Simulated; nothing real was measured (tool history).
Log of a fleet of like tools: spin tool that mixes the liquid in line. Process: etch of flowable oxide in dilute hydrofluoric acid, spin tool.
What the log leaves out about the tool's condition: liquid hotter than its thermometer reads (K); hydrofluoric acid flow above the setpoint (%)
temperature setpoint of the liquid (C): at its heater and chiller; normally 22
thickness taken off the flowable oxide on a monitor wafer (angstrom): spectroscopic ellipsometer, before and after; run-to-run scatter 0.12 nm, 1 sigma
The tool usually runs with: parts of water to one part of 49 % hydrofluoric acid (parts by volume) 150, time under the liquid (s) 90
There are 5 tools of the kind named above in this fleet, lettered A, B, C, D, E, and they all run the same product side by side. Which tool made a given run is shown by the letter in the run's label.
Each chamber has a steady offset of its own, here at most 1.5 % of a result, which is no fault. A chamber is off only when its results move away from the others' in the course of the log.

run     day  temperature setpoint of the liquid (C)  parts of water to one part of 49 % hydrofluoric acid (parts by volume)  time under the liquid (s)  hours since the thermometer was replaced  hours since the hydrofluoric acid flow meter was replaced  read-back film thickness of the flowable oxide reference wafer, read on the same gauge (nm)  thickness taken off the flowable oxide on a monitor wafer (angstrom)
 1C   0.354                                      22                                                                     150                         90                                    1937.7                                                      303.9                                                                                       40.004                                                                308.17
 2D   0.758                                      22                                                                     150                         90                                       771                                                      512.1                                                                                       39.983                                                                 311.4
 3B   0.983                                      22                                                                     150                         90                                     339.4                                                     1098.5                                                                                       40.013                                                                312.22
 4A   1.396                                      22                                                                     150                         90                                     176.4                                                       65.8                                                                                       40.023                                                                310.77
 5E     1.7                                      22                                                                     150                         90                                    2237.3                                                     2570.9                                                                                       40.017                                                                309.41
 6C    1.95                                      22                                                                     150                         90                                      1976                                                      342.2                                                                                       39.968                                                                 307.5
 7E   2.262                                      22                                                                     150                         90                                    2250.8                                                     2584.4                                                                                       40.003                                                                307.98
 8A   2.525                                      22                                                                     150                         90                                     203.5                                                       92.9                                                                                       39.988                                                                310.39
      2.729  -- chamber C: hydrofluoric acid flow meter replaced
 9D   2.792                                    24.5                                                                     125                         90                                     819.8                                                      560.9                                                                                       40.006                                                                 424.8
10B   3.096                                    24.5                                                                     125                         90                                     390.1                                                     1149.2                                                                                       39.991                                                                429.08
        3.1  -- chamber E: hydrofluoric acid flow meter replaced
11A   3.479                                    24.5                                                                     125                         90                                     226.4                                                      115.8                                                                                        39.96                                                                422.42
12C     3.8                                    24.5                                                                     125                         90                                    2020.4                                                       25.8                                                                                       39.995                                                                423.46
13B   4.225                                    24.5                                                                     125                         90                                     417.2                                                     1176.3                                                                                        39.96                                                                428.22
14E   4.625                                      22                                                                     150                         90                                    2307.5                                                       36.7                                                                                       39.937                                                                309.23
15D   4.829                                    19.5                                                                     150                        140                                     868.7                                                      609.8                                                                                       40.032                                                                439.63
16C   5.058                                    19.5                                                                     150                        140                                    2050.6                                                         56                                                                                       39.987                                                                435.18
      5.358  -- chamber D: hydrofluoric acid flow meter replaced
17E   5.421                                    19.5                                                                     150                        140                                    2326.6                                                       55.8                                                                                       39.996                                                                437.77
18D   5.667                                    19.5                                                                     150                        140                                     888.8                                                        7.4                                                                                       40.019                                                                442.41
19A   6.004                                    19.5                                                                     150                        140                                       287                                                      176.4                                                                                       40.069                                                                 437.7
20B   6.271                                      18                                                                     150                         65                                     466.3                                                     1225.4                                                                                       40.017                                                                191.73
21D   6.725                                      18                                                                     150                         65                                     914.2                                                       32.8                                                                                       39.966                                                                195.01
22A   7.054                                      18                                                                     150                         65                                     312.2                                                      201.6                                                                                       39.953                                                                192.64
23B   7.467                                      18                                                                     150                         65                                       495                                                     1254.1                                                                                       39.964                                                                191.03
24E   7.875                                      18                                                                     150                         65                                    2385.5                                                      114.7                                                                                       40.013                                                                190.32
25C    8.15                                      22                                                                     150                         90                                    2124.8                                                      130.2                                                                                        39.96                                                                310.29
26E   8.533                                      22                                                                     150                         90                                    2401.3                                                      130.5                                                                                       40.051                                                                311.06
27A   8.858                                      22                                                                     150                         90                                     355.5                                                      244.9                                                                                       40.011                                                                312.13
28C   9.162                                      22                                                                     150                         90                                    2149.1                                                      154.5                                                                                       40.019                                                                308.26
29D   9.608                                      22                                                                     150                         90                                     983.4                                                        102                                                                                       40.023                                                                312.42
30B   9.871                                      22                                                                     150                         90                                     552.7                                                     1311.8                                                                                       39.986                                                                 312.9
31A  10.262                                      22                                                                     150                         90                                     389.2                                                      278.6                                                                                       40.044                                                                313.98
32E  10.667                                      22                                                                     150                         90                                    2452.5                                                      181.7                                                                                       40.033                                                                309.92
33B  10.975                                      22                                                                     150                         90                                     579.2                                                     1338.3                                                                                       40.038                                                                310.85

What goes on in this fleet: one chamber off, a drifting gauge, or nothing beyond the chambers' own small offsets? Name the chamber and the cause, if any.

All chambers stay in line apart from their small fixed offsets, and the gauge does not drift.
